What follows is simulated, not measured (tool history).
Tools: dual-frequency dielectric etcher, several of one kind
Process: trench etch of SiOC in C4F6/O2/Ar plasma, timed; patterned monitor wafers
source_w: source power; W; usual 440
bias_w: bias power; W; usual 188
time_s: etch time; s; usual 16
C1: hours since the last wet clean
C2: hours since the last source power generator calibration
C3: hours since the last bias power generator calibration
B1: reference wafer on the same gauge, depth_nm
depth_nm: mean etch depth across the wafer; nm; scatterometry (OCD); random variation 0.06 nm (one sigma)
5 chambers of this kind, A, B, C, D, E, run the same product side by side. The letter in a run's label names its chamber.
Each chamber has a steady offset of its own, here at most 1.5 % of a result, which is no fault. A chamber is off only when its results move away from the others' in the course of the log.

Run 1E, hour 3.9: usual settings; C1 114.4; C2 996.4; C3 2199.3; B1 29.406. Result: depth_nm 34.876 nm.
Run 2C, hour 6.9: usual settings; C1 394.1; C2 870.7; C3 315.8; B1 29.394. Result: depth_nm 34.89 nm.
Run 3D, hour 10.5: usual settings; C1 204.4; C2 625.5; C3 83.8; B1 29.408. Result: depth_nm 35.044 nm.
Run 4B, hour 14.7: usual settings; C1 147.6; C2 649.5; C3 81.2; B1 29.419. Result: depth_nm 34.658 nm.
Run 5A, hour 20.8: usual settings; C1 279.2; C2 995.7; C3 438.7; B1 29.432. Result: depth_nm 35.023 nm.
Run 6D, hour 25.9: usual settings; C1 219.8; C2 640.9; C3 99.2; B1 29.436. Result: depth_nm 35.14 nm.
Run 7B, hour 31.2: usual settings but source_w 510 W; C1 164.1; C2 666; C3 97.7; B1 29.444. Result: depth_nm 36.773 nm.
Run 8A, hour 36.4: usual settings but source_w 510 W; C1 294.8; C2 1011.3; C3 454.3; B1 29.457. Result: depth_nm 37.078 nm.
Run 9E, hour 39.4: usual settings but source_w 510 W; C1 149.9; C2 1031.9; C3 2234.8; B1 29.438. Result: depth_nm 36.962 nm.
Run 10C, hour 43.3: usual settings but source_w 510 W; C1 430.5; C2 907.1; C3 352.2; B1 29.446. Result: depth_nm 36.898 nm.
Run 11D, hour 47.8: usual settings but source_w 510 W; C1 241.7; C2 662.8; C3 121.1; B1 29.446. Result: depth_nm 37.227 nm.
Run 12A, hour 51.3: usual settings; C1 309.7; C2 1026.2; C3 469.2; B1 29.465. Result: depth_nm 35.055 nm.
Run 13B, hour 54.8: usual settings; C1 187.7; C2 689.6; C3 121.3; B1 29.468. Result: depth_nm 34.708 nm.
Run 14E, hour 61.5: usual settings; C1 172; C2 1054; C3 2256.9; B1 29.488. Result: depth_nm 34.868 nm.
Run 15C, hour 66.3: usual settings; C1 453.5; C2 930.1; C3 375.2; B1 29.487. Result: depth_nm 34.929 nm.
Run 16D, hour 72.3: usual settings; C1 266.2; C2 687.3; C3 145.6; B1 29.486. Result: depth_nm 35.21 nm.
Run 17C, hour 78.7: usual settings; C1 465.9; C2 942.5; C3 387.6; B1 29.503. Result: depth_nm 34.992 nm.
Run 18E, hour 82.2: usual settings; C1 192.7; C2 1074.7; C3 2277.6; B1 29.523. Result: depth_nm 34.919 nm.
Run 19A, hour 85.1: usual settings; C1 343.5; C2 1060; C3 503; B1 29.514. Result: depth_nm 35.096 nm.
Run 20B, hour 91.3: usual settings; C1 224.2; C2 726.1; C3 157.8; B1 29.527. Result: depth_nm 34.799 nm.
Run 21D, hour 97: usual settings but source_w 480 W; C1 290.9; C2 712; C3 170.3; B1 29.538. Result: depth_nm 36.325 nm.
Run 22B, hour 101.9: usual settings but source_w 480 W; C1 234.8; C2 736.7; C3 168.4; B1 29.537. Result: depth_nm 35.943 nm.
Run 23C, hour 107.3: usual settings but source_w 480 W; C1 494.5; C2 971.1; C3 416.2; B1 29.541. Result: depth_nm 36.039 nm.
Run 24A, hour 112.5: usual settings but source_w 480 W; C1 370.9; C2 1087.4; C3 530.4; B1 29.532. Result: depth_nm 36.464 nm.
Run 25E, hour 117.8: usual settings but source_w 480 W; C1 228.3; C2 1110.3; C3 2313.2; B1 29.555. Result: depth_nm 36.363 nm.
Run 26D, hour 124.2: usual settings; C1 318.1; C2 739.2; C3 197.5; B1 29.548. Result: depth_nm 35.257 nm.
Run 27C, hour 130.4: usual settings; C1 517.6; C2 994.2; C3 439.3; B1 29.579. Result: depth_nm 35.052 nm.
Run 28A, hour 136.8: usual settings but bias_w 212 W; C1 395.2; C2 1111.7; C3 554.7; B1 29.583. Result: depth_nm 36.543 nm.
Run 29E, hour 141.3: usual settings but bias_w 212 W; C1 251.8; C2 1133.8; C3 2336.7; B1 29.59. Result: depth_nm 36.433 nm.
Run 30B, hour 147.5: usual settings but bias_w 212 W; C1 280.4; C2 782.3; C3 214; B1 29.59. Result: depth_nm 36.116 nm.
Run 31B, hour 153.1: usual settings but bias_w 212 W; C1 286; C2 787.9; C3 219.6; B1 29.593. Result: depth_nm 36.168 nm.

Next, every chamber runs the same settings. What will each give?
Run 32A, hour 158: usual settings but time_s 19.5 s. Result: depth_nm ?.
Run 32B, hour 158: usual settings but time_s 19.5 s. Result: depth_nm ?.
Run 32C, hour 158: usual settings but time_s 19.5 s. Result: depth_nm ?.
Run 32D, hour 158: usual settings but time_s 19.5 s. Result: depth_nm ?.
Run 32E, hour 158: usual settings but time_s 19.5 s. Result: depth_nm ?.

run  depth_nm
32A    42.962
32B    42.434
32C    42.797
32D    42.887
32E    42.751

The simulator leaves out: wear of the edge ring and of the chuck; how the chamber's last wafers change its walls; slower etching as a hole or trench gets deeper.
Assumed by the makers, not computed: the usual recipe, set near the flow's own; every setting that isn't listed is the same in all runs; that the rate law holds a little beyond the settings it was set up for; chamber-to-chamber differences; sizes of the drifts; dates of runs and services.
